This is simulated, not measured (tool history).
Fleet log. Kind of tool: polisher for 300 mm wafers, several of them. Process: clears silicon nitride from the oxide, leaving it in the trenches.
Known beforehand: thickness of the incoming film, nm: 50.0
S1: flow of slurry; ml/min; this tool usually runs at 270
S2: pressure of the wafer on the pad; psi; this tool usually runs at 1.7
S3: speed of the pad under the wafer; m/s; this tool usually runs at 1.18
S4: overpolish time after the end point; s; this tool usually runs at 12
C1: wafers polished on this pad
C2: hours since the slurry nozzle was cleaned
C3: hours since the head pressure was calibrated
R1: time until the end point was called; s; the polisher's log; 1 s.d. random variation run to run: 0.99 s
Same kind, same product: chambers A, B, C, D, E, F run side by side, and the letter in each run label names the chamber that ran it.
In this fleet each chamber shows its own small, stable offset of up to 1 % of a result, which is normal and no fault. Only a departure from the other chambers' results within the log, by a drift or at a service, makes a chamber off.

{"run": "1A", "hour": 3.6, "S1": 270, "S2": 1.7, "S3": 1.18, "S4": 12, "C1": 875, "C2": 81.3, "C3": 221.9, "R1": 69.59}
{"run": "2C", "hour": 6.2, "S1": 270, "S2": 1.7, "S3": 1.18, "S4": 12, "C1": 338, "C2": 70.9, "C3": 1224.5, "R1": 69.17}
{"run": "3E", "hour": 8.7, "S1": 270, "S2": 1.7, "S3": 1.18, "S4": 12, "C1": 584, "C2": 159.5, "C3": 284.6, "R1": 69.301}
{"hour": 11.8, "done": "chamber D: worn pad replaced by a new one"}
{"run": "4D", "hour": 12.3, "S1": 270, "S2": 1.7, "S3": 1.18, "S4": 12, "C1": 4, "C2": 93.3, "C3": 685.1, "R1": 69.819}
{"hour": 15.7, "done": "chamber A: worn pad replaced by a new one"}
{"run": "5F", "hour": 16.8, "S1": 270, "S2": 1.7, "S3": 1.18, "S4": 12, "C1": 483, "C2": 48.4, "C3": 696.2, "R1": 69.26}
{"run": "6B", "hour": 22.2, "S1": 270, "S2": 1.7, "S3": 1.18, "S4": 12, "C1": 1160, "C2": 223.8, "C3": 426.6, "R1": 69.525}
{"run": "7A", "hour": 27.2, "S1": 270, "S2": 1.7, "S3": 1.18, "S4": 12, "C1": 108, "C2": 104.9, "C3": 245.5, "R1": 70.947}
{"run": "8B", "hour": 30.2, "S1": 270, "S2": 1.7, "S3": 1.18, "S4": 12, "C1": 1235, "C2": 231.8, "C3": 434.6, "R1": 68.663}
{"run": "9C", "hour": 34.7, "S1": 270, "S2": 1.7, "S3": 1.18, "S4": 12, "C1": 604, "C2": 99.4, "C3": 1253, "R1": 68.245}
{"run": "10E", "hour": 39.1, "S1": 270, "S2": 1.7, "S3": 1.18, "S4": 12, "C1": 868, "C2": 189.9, "C3": 315, "R1": 69.295}
{"run": "11D", "hour": 42.4, "S1": 270, "S2": 1.7, "S3": 1.18, "S4": 12, "C1": 286, "C2": 123.4, "C3": 715.2, "R1": 67.414}
{"run": "12F", "hour": 47.9, "S1": 270, "S2": 1.5, "S3": 1.18, "S4": 12, "C1": 774, "C2": 79.5, "C3": 727.3, "R1": 75.326}
{"hour": 50.0, "done": "chamber E: worn pad replaced by a new one"}
{"run": "13A", "hour": 51.4, "S1": 270, "S2": 1.5, "S3": 1.18, "S4": 12, "C1": 335, "C2": 129.1, "C3": 269.7, "R1": 77.612}
{"hour": 53.4, "done": "chamber B: worn pad replaced by a new one"}
{"run": "14C", "hour": 56.1, "S1": 270, "S2": 1.5, "S3": 1.18, "S4": 12, "C1": 805, "C2": 120.8, "C3": 1274.4, "R1": 77.533}
{"run": "15E", "hour": 60.5, "S1": 270, "S2": 1.5, "S3": 1.18, "S4": 12, "C1": 98, "C2": 211.3, "C3": 336.4, "R1": 78.453}
{"run": "16F", "hour": 65.2, "S1": 270, "S2": 1.5, "S3": 1.18, "S4": 12, "C1": 936, "C2": 96.8, "C3": 744.6, "R1": 77.777}
{"run": "17D", "hour": 69.3, "S1": 270, "S2": 1.5, "S3": 1.18, "S4": 12, "C1": 538, "C2": 150.3, "C3": 742.1, "R1": 77.941}
{"run": "18B", "hour": 74.1, "S1": 270, "S2": 1.7, "S3": 1.18, "S4": 12, "C1": 194, "C2": 275.7, "C3": 478.5, "R1": 68.516}
{"run": "19C", "hour": 77.8, "S1": 270, "S2": 1.7, "S3": 1.18, "S4": 12, "C1": 1008, "C2": 142.5, "C3": 1296.1, "R1": 68.656}
{"run": "20B", "hour": 83.0, "S1": 270, "S2": 1.7, "S3": 1.18, "S4": 12, "C1": 277, "C2": 284.6, "C3": 487.4, "R1": 67.702}
{"run": "21F", "hour": 86.0, "S1": 270, "S2": 1.7, "S3": 1.18, "S4": 12, "C1": 1131, "C2": 117.6, "C3": 765.4, "R1": 68.715}
{"run": "22D", "hour": 91.5, "S1": 270, "S2": 1.7, "S3": 1.18, "S4": 12, "C1": 746, "C2": 172.5, "C3": 764.3, "R1": 67.985}
{"hour": 96.6, "done": "chamber F: worn pad replaced by a new one"}
{"run": "23E", "hour": 96.8, "S1": 270, "S2": 1.7, "S3": 1.18, "S4": 12, "C1": 438, "C2": 247.6, "C3": 372.7, "R1": 67.303}
{"hour": 100.7, "done": "chamber D: worn pad replaced by a new one"}
{"run": "24A", "hour": 100.7, "S1": 270, "S2": 1.7, "S3": 1.18, "S4": 12, "C1": 796, "C2": 178.4, "C3": 319, "R1": 68.356}
{"run": "25F", "hour": 103.3, "S1": 270, "S2": 1.7, "S3": 1.18, "S4": 12, "C1": 63, "C2": 134.9, "C3": 782.7, "R1": 68.096}
{"hour": 103.7, "done": "chamber C: worn pad replaced by a new one"}
{"run": "26D", "hour": 108.0, "S1": 270, "S2": 1.7, "S3": 1.18, "S4": 12, "C1": 68, "C2": 189, "C3": 780.8, "R1": 67.807}
{"run": "27E", "hour": 111.2, "S1": 270, "S2": 1.7, "S3": 0.9, "S4": 9, "C1": 573, "C2": 262, "C3": 387.1, "R1": 92.022}
{"hour": 111.5, "done": "chamber A: worn pad replaced by a new one"}
{"run": "28C", "hour": 116.1, "S1": 270, "S2": 1.7, "S3": 0.9, "S4": 9, "C1": 116, "C2": 180.8, "C3": 1334.4, "R1": 90.797}
{"hour": 118.2, "done": "chamber D: slurry nozzle cleaned"}
{"run": "29A", "hour": 120.9, "S1": 270, "S2": 1.7, "S3": 0.9, "S4": 9, "C1": 88, "C2": 198.6, "C3": 339.2, "R1": 90.37}
{"run": "30B", "hour": 124.4, "S1": 270, "S2": 1.7, "S3": 0.9, "S4": 9, "C1": 665, "C2": 326, "C3": 528.8, "R1": 91.405}
{"run": "31A", "hour": 128.3, "S1": 270, "S2": 1.7, "S3": 0.9, "S4": 9, "C1": 157, "C2": 206, "C3": 346.6, "R1": 89.44}
{"run": "32C", "hour": 131.0, "S1": 270, "S2": 1.7, "S3": 0.9, "S4": 9, "C1": 256, "C2": 195.7, "C3": 1349.3, "R1": 87.711}
{"run": "33D", "hour": 134.5, "S1": 270, "S2": 1.7, "S3": 1.18, "S4": 12, "C1": 316, "C2": 16.4, "C3": 807.3, "R1": 67.186}
{"run": "34B", "hour": 139.4, "S1": 270, "S2": 1.7, "S3": 1.18, "S4": 12, "C1": 805, "C2": 341, "C3": 543.8, "R1": 67.934}
{"run": "35E", "hour": 143.2, "S1": 270, "S2": 1.7, "S3": 1.18, "S4": 12, "C1": 873, "C2": 294, "C3": 419.1, "R1": 68.687}
{"hour": 145.4, "done": "chamber E: worn pad replaced by a new one"}
{"run": "36F", "hour": 146.2, "S1": 270, "S2": 1.7, "S3": 1.18, "S4": 12, "C1": 465, "C2": 177.8, "C3": 825.6, "R1": 67.429}
{"run": "37E", "hour": 150.1, "S1": 270, "S2": 1.7, "S3": 1.18, "S4": 12, "C1": 44, "C2": 300.9, "C3": 426, "R1": 68.279}
{"run": "38F", "hour": 153.7, "S1": 270, "S2": 1.7, "S3": 1.18, "S4": 12, "C1": 535, "C2": 185.3, "C3": 833.1, "R1": 69.142}
{"run": "39B", "hour": 158.7, "S1": 270, "S2": 1.7, "S3": 1.18, "S4": 12, "C1": 986, "C2": 360.3, "C3": 563.1, "R1": 70.014}
{"run": "40D", "hour": 162.6, "S1": 270, "S2": 1.7, "S3": 1.18, "S4": 12, "C1": 579, "C2": 44.5, "C3": 835.4, "R1": 69.017}
{"run": "41A", "hour": 167.3, "S1": 270, "S2": 1.7, "S3": 1.18, "S4": 12, "C1": 522, "C2": 245, "C3": 385.6, "R1": 68.8}
{"run": "42C", "hour": 172.1, "S1": 270, "S2": 1.7, "S3": 1.18, "S4": 12, "C1": 641, "C2": 236.8, "C3": 1390.4, "R1": 68.98}
{"run": "43E", "hour": 175.9, "S1": 270, "S2": 1.7, "S3": 1.18, "S4": 12, "C1": 285, "C2": 326.7, "C3": 451.8, "R1": 70.063}
{"run": "44A", "hour": 180.2, "S1": 230, "S2": 1.7, "S3": 1.18, "S4": 16, "C1": 643, "C2": 257.9, "C3": 398.5, "R1": 69.931}

Next, all 6 chambers run the settings below, one line each with question marks for the results. What does each chamber give?
{"run": "45A", "hour": 184.3, "S1": 270, "S2": 1.7, "S3": 1.18, "S4": 12, "R1": "?"}
{"run": "45B", "hour": 184.3, "S1": 270, "S2": 1.7, "S3": 1.18, "S4": 12, "R1": "?"}
{"run": "45C", "hour": 184.3, "S1": 270, "S2": 1.7, "S3": 1.18, "S4": 12, "R1": "?"}
{"run": "45D", "hour": 184.3, "S1": 270, "S2": 1.7, "S3": 1.18, "S4": 12, "R1": "?"}
{"run": "45E", "hour": 184.3, "S1": 270, "S2": 1.7, "S3": 1.18, "S4": 12, "R1": "?"}
{"run": "45F", "hour": 184.3, "S1": 270, "S2": 1.7, "S3": 1.18, "S4": 12, "R1": "?"}

run=45A R1=67.476
run=45B R1=70.34
run=45C R1=68.564
run=45D R1=68.202
run=45E R1=70.32
run=45F R1=69.608
